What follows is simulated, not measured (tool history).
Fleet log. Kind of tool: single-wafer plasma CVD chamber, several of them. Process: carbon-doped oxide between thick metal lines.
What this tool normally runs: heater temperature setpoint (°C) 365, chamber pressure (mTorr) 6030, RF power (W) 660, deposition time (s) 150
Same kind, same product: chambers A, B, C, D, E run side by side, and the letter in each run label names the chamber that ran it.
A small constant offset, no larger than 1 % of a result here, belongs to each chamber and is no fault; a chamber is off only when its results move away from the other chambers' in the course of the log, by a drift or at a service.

run    day  heater temperature setpoint (°C)  chamber pressure (mTorr)  RF power (W)  deposition time (s)  hours since the last thermocouple change  hours since the last RF generator calibration  hours since the last manometer calibration  read-back reference wafer on the same gauge, thickness_nm  mean film thickness on the monitor wafer (angstrom)
 1C    0.2                               365                      6030           660                  150                                    1559.6                                          231.9                                      1032.9                                                      920.9                                               8830.2
 2A  0.358                               365                      6030           660                  150                                    1479.6                                          863.4                                        61.6                                                        921                                               8879.7
 3B  0.488                               365                      6030           660                  150                                     575.1                                          721.4                                       488.4                                                     920.77                                               8886.2
 4D  0.725                               365                      6030           660                  150                                    1229.1                                          841.6                                       569.8                                                     921.08                                               8911.1
 5E  0.892                               365                      6030           660                  150                                     703.9                                           51.7                                       103.7                                                     921.58                                               8804.7
 6A  1.129                               365                      6030           660                  150                                    1498.1                                          881.9                                        80.1                                                     920.91                                                 8861
 7C  1.371                               365                      6030           660                  150                                    1587.7                                            260                                        1061                                                     921.22                                               8853.9
 8D  1.533                               365                      6030           660                  150                                    1248.5                                            861                                       589.2                                                     921.11                                                 8871
 9E  1.712                               365                      6030           660                  150                                     723.6                                           71.4                                       123.4                                                     921.14                                               8789.2
10B  1.883                               365                      6030           660                  150                                     608.6                                          754.9                                       521.9                                                     920.98                                               8836.2
11A  2.054                               365                      6030           660                  163                                    1520.3                                          904.1                                       102.3                                                     920.85                                               9592.7
12E    2.2                               365                      6030           660                  163                                     735.3                                           83.1                                       135.1                                                     920.75                                               9515.9
13B  2.446                               365                      6030           660                  163                                     622.1                                          768.4                                       535.4                                                     921.37                                               9632.2
14C    2.7                               365                      6030           660                  163                                    1619.6                                          291.9                                      1092.9                                                     921.48                                               9621.6
15D   2.85                               365                      6030           660                  163                                    1280.1                                          892.6                                       620.8                                                     921.37                                               9655.2
16C  3.104                               365                      6030           660                  150                                    1629.3                                          301.6                                      1102.6                                                     920.97                                               8895.5
17A  3.362                               365                      6030           660                  150                                    1551.7                                          935.5                                       133.7                                                     920.68                                               8790.2
18B  3.488                               365                      6030           660                  150                                     647.1                                          793.4                                       560.4                                                     921.12                                                 8883
19E  3.654                               365                      6030           660                  150                                     770.2                                            118                                         170                                                     921.07                                               8769.2
20D  3.825                               365                      6030           660                  150                                    1303.5                                            916                                       644.2                                                     920.98                                               8854.6
21C  3.996                               365                      6030           660                  150                                    1650.7                                            323                                        1124                                                     920.92                                               8845.5
     4.217  -- chamber C: thermocouple changed; heater temperature recalibrated
22E  4.217                               370                      6030           620                  150                                     783.7                                          131.5                                       183.5                                                     920.32                                               8363.5
23B  4.346                               370                      6030           620                  150                                     667.7                                            814                                         581                                                     921.05                                               8441.8
24A  4.496                               370                      6030           620                  150                                    1578.9                                          962.7                                       160.9                                                     920.91                                               8371.5
25D  4.754                               370                      6030           620                  150                                    1325.8                                          938.3                                       666.5                                                     921.14                                               8474.3
26D  5.004                               370                      6030           620                  150                                    1331.8                                          944.3                                       672.5                                                     921.04                                               8479.4
27B  5.179                               365                      6030           605                  150                                     687.7                                            834                                         601                                                     921.48                                                 8416
28C  5.346                               365                      6030           605                  150                                      27.1                                          355.4                                      1156.4                                                     921.04                                               8439.1
29A  5.504                               365                      6030           605                  150                                    1603.1                                          986.9                                       185.1                                                     921.19                                               8271.6
30E  5.654                               365                      6030           605                  150                                     818.2                                            166                                         218                                                     921.09                                               8358.6

All 5 chambers run these settings next. Forecast each chamber's results:
31A  5.842                               365                      6030           660                  150                                                                                                                                                                                                                                                    ?
31B  5.842                               365                      6030           660                  150                                                                                                                                                                                                                                                    ?
31C  5.842                               365                      6030           660                  150                                                                                                                                                                                                                                                    ?
31D  5.842                               365                      6030           660                  150                                                                                                                                                                                                                                                    ?
31E  5.842                               365                      6030           660                  150                                                                                                                                                                                                                                                    ?

run  mean film thickness on the monitor wafer (angstrom)
31A                                               8714.3
31B                                               8881.5
31C                                               8808.9
31D                                               8866.8
31E                                               8779.5
